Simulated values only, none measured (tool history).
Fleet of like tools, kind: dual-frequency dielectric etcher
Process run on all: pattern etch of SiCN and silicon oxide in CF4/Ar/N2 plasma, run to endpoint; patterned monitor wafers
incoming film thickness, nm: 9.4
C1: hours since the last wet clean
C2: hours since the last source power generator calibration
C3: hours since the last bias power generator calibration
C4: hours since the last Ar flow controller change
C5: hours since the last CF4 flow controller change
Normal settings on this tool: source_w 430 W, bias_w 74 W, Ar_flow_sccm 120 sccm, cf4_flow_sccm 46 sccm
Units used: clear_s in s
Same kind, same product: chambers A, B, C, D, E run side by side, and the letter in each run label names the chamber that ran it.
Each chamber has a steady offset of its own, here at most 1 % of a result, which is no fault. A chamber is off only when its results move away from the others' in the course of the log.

run 1E hour=4.7 | source_w=430 bias_w=74 Ar_flow_sccm=120 cf4_flow_sccm=46 | C1=174.1 C2=1446.2 C3=1286.1 C4=3482.0 C5=2061.0 | clear_s=12.365
run 2A hour=9.7 | source_w=430 bias_w=74 Ar_flow_sccm=120 cf4_flow_sccm=46 | C1=478.5 C2=2445.6 C3=785.6 C4=5787.8 C5=789.7 | clear_s=12.370
run 3D hour=12.8 | source_w=430 bias_w=74 Ar_flow_sccm=120 cf4_flow_sccm=46 | C1=172.2 C2=1807.0 C3=5519.5 C4=552.2 C5=3838.1 | clear_s=12.301
run 4C hour=16.4 | source_w=430 bias_w=74 Ar_flow_sccm=120 cf4_flow_sccm=46 | C1=299.5 C2=677.9 C3=71.8 C4=854.7 C5=2762.0 | clear_s=12.396
run 5B hour=19.9 | source_w=430 bias_w=74 Ar_flow_sccm=120 cf4_flow_sccm=46 | C1=171.8 C2=68.6 C3=1084.1 C4=1699.9 C5=1343.6 | clear_s=12.330
run 6B hour=25.5 | source_w=430 bias_w=74 Ar_flow_sccm=120 cf4_flow_sccm=46 | C1=177.4 C2=74.2 C3=1089.7 C4=1705.5 C5=1349.2 | clear_s=12.296
-- hour=28.5 chamber A: wet clean of the chamber
run 7C hour=30.5 | source_w=430 bias_w=74 Ar_flow_sccm=120 cf4_flow_sccm=46 | C1=313.6 C2=692.0 C3=85.9 C4=868.8 C5=2776.1 | clear_s=12.344
-- hour=32.2 chamber D: bias power generator calibrated
run 8D hour=33.4 | source_w=430 bias_w=74 Ar_flow_sccm=120 cf4_flow_sccm=46 | C1=192.8 C2=1827.6 C3=1.3 C4=572.8 C5=3858.7 | clear_s=12.303
-- hour=34.5 chamber D: CF4 flow controller replaced
run 9E hour=38.0 | source_w=430 bias_w=74 Ar_flow_sccm=120 cf4_flow_sccm=46 | C1=207.4 C2=1479.5 C3=1319.4 C4=3515.3 C5=2094.3 | clear_s=12.344
run 10A hour=41.6 | source_w=430 bias_w=74 Ar_flow_sccm=120 cf4_flow_sccm=46 | C1=13.2 C2=2477.5 C3=817.5 C4=5819.7 C5=821.6 | clear_s=12.307
run 11E hour=46.2 | source_w=430 bias_w=74 Ar_flow_sccm=131 cf4_flow_sccm=54 | C1=215.6 C2=1487.7 C3=1327.6 C4=3523.5 C5=2102.5 | clear_s=12.164
run 12B hour=50.7 | source_w=430 bias_w=74 Ar_flow_sccm=131 cf4_flow_sccm=54 | C1=202.6 C2=99.4 C3=1114.9 C4=1730.7 C5=1374.4 | clear_s=12.159
run 13D hour=55.0 | source_w=430 bias_w=74 Ar_flow_sccm=131 cf4_flow_sccm=54 | C1=214.4 C2=1849.2 C3=22.9 C4=594.4 C5=20.5 | clear_s=12.139
run 14C hour=60.0 | source_w=430 bias_w=74 Ar_flow_sccm=131 cf4_flow_sccm=54 | C1=343.1 C2=721.5 C3=115.4 C4=898.3 C5=2805.6 | clear_s=12.332
run 15A hour=65.2 | source_w=430 bias_w=74 Ar_flow_sccm=131 cf4_flow_sccm=54 | C1=36.8 C2=2501.1 C3=841.1 C4=5843.3 C5=845.2 | clear_s=12.256
run 16D hour=69.9 | source_w=430 bias_w=74 Ar_flow_sccm=99 cf4_flow_sccm=57 | C1=229.3 C2=1864.1 C3=37.8 C4=609.3 C5=35.4 | clear_s=11.515
run 17B hour=74.0 | source_w=430 bias_w=74 Ar_flow_sccm=99 cf4_flow_sccm=57 | C1=225.9 C2=122.7 C3=1138.2 C4=1754.0 C5=1397.7 | clear_s=11.486
run 18E hour=77.6 | source_w=430 bias_w=74 Ar_flow_sccm=99 cf4_flow_sccm=57 | C1=247.0 C2=1519.1 C3=1359.0 C4=3554.9 C5=2133.9 | clear_s=11.646
run 19A hour=81.6 | source_w=430 bias_w=74 Ar_flow_sccm=99 cf4_flow_sccm=57 | C1=53.2 C2=2517.5 C3=857.5 C4=5859.7 C5=861.6 | clear_s=11.579
run 20C hour=86.7 | source_w=430 bias_w=74 Ar_flow_sccm=99 cf4_flow_sccm=57 | C1=369.8 C2=748.2 C3=142.1 C4=925.0 C5=2832.3 | clear_s=11.653
run 21E hour=92.1 | source_w=430 bias_w=74 Ar_flow_sccm=120 cf4_flow_sccm=46 | C1=261.5 C2=1533.6 C3=1373.5 C4=3569.4 C5=2148.4 | clear_s=12.369
run 22B hour=96.3 | source_w=430 bias_w=74 Ar_flow_sccm=120 cf4_flow_sccm=46 | C1=248.2 C2=145.0 C3=1160.5 C4=1776.3 C5=1420.0 | clear_s=12.280
run 23D hour=101.2 | source_w=430 bias_w=74 Ar_flow_sccm=120 cf4_flow_sccm=46 | C1=260.6 C2=1895.4 C3=69.1 C4=640.6 C5=66.7 | clear_s=12.270
run 24A hour=105.8 | source_w=430 bias_w=84 Ar_flow_sccm=120 cf4_flow_sccm=42 | C1=77.4 C2=2541.7 C3=881.7 C4=5883.9 C5=885.8 | clear_s=11.952
run 25C hour=108.9 | source_w=430 bias_w=84 Ar_flow_sccm=120 cf4_flow_sccm=42 | C1=392.0 C2=770.4 C3=164.3 C4=947.2 C5=2854.5 | clear_s=11.949
run 26A hour=114.4 | source_w=430 bias_w=84 Ar_flow_sccm=120 cf4_flow_sccm=42 | C1=86.0 C2=2550.3 C3=890.3 C4=5892.5 C5=894.4 | clear_s=12.010
run 27D hour=118.4 | source_w=430 bias_w=84 Ar_flow_sccm=120 cf4_flow_sccm=42 | C1=277.8 C2=1912.6 C3=86.3 C4=657.8 C5=83.9 | clear_s=11.851
run 28B hour=123.7 | source_w=430 bias_w=84 Ar_flow_sccm=120 cf4_flow_sccm=42 | C1=275.6 C2=172.4 C3=1187.9 C4=1803.7 C5=1447.4 | clear_s=11.884
run 29C hour=128.0 | source_w=430 bias_w=74 Ar_flow_sccm=120 cf4_flow_sccm=46 | C1=411.1 C2=789.5 C3=183.4 C4=966.3 C5=2873.6 | clear_s=12.374
run 30E hour=133.4 | source_w=430 bias_w=74 Ar_flow_sccm=107 cf4_flow_sccm=46 | C1=302.8 C2=1574.9 C3=1414.8 C4=3610.7 C5=2189.7 | clear_s=12.127
run 31B hour=136.8 | source_w=430 bias_w=74 Ar_flow_sccm=107 cf4_flow_sccm=46 | C1=288.7 C2=185.5 C3=1201.0 C4=1816.8 C5=1460.5 | clear_s=12.080
run 32D hour=142.3 | source_w=430 bias_w=74 Ar_flow_sccm=107 cf4_flow_sccm=46 | C1=301.7 C2=1936.5 C3=110.2 C4=681.7 C5=107.8 | clear_s=12.064
-- hour=145.1 chamber A: Ar flow controller replaced
run 33A hour=146.2 | source_w=430 bias_w=74 Ar_flow_sccm=107 cf4_flow_sccm=46 | C1=117.8 C2=2582.1 C3=922.1 C4=1.2 C5=926.2 | clear_s=12.213
run 34C hour=148.7 | source_w=430 bias_w=74 Ar_flow_sccm=107 cf4_flow_sccm=46 | C1=431.8 C2=810.2 C3=204.1 C4=987.0 C5=2894.3 | clear_s=12.229
run 35E hour=154.2 | source_w=430 bias_w=74 Ar_flow_sccm=120 cf4_flow_sccm=46 | C1=323.6 C2=1595.7 C3=1435.6 C4=3631.5 C5=2210.5 | clear_s=12.321
run 36A hour=159.6 | source_w=430 bias_w=74 Ar_flow_sccm=120 cf4_flow_sccm=46 | C1=131.2 C2=2595.5 C3=935.5 C4=14.6 C5=939.6 | clear_s=12.339
run 37C hour=162.2 | source_w=430 bias_w=74 Ar_flow_sccm=120 cf4_flow_sccm=46 | C1=445.3 C2=823.7 C3=217.6 C4=1000.5 C5=2907.8 | clear_s=12.388
run 38E hour=166.9 | source_w=370 bias_w=74 Ar_flow_sccm=120 cf4_flow_sccm=46 | C1=336.3 C2=1608.4 C3=1448.3 C4=3644.2 C5=2223.2 | clear_s=14.083
run 39B hour=170.7 | source_w=370 bias_w=74 Ar_flow_sccm=120 cf4_flow_sccm=46 | C1=322.6 C2=219.4 C3=1234.9 C4=1850.7 C5=1494.4 | clear_s=14.017
run 40D hour=176.1 | source_w=370 bias_w=74 Ar_flow_sccm=120 cf4_flow_sccm=46 | C1=335.5 C2=1970.3 C3=144.0 C4=715.5 C5=141.6 | clear_s=13.969
run 41B hour=179.4 | source_w=370 bias_w=74 Ar_flow_sccm=120 cf4_flow_sccm=46 | C1=331.3 C2=228.1 C3=1243.6 C4=1859.4 C5=1503.1 | clear_s=14.041
run 42D hour=185.1 | source_w=370 bias_w=74 Ar_flow_sccm=120 cf4_flow_sccm=46 | C1=344.5 C2=1979.3 C3=153.0 C4=724.5 C5=150.6 | clear_s=13.964

Predict what each chamber gives when all 5 of them run the settings below next.
run 43A hour=189.2 | source_w=430 bias_w=74 Ar_flow_sccm=120 cf4_flow_sccm=56 | clear_s=?
run 43B hour=189.2 | source_w=430 bias_w=74 Ar_flow_sccm=120 cf4_flow_sccm=56 | clear_s=?
run 43C hour=189.2 | source_w=430 bias_w=74 Ar_flow_sccm=120 cf4_flow_sccm=56 | clear_s=?
run 43D hour=189.2 | source_w=430 bias_w=74 Ar_flow_sccm=120 cf4_flow_sccm=56 | clear_s=?
run 43E hour=189.2 | source_w=430 bias_w=74 Ar_flow_sccm=120 cf4_flow_sccm=56 | clear_s=?

run=43A clear_s=11.957
run=43B clear_s=11.920
run=43C clear_s=11.982
run=43D clear_s=11.933
run=43E clear_s=11.994
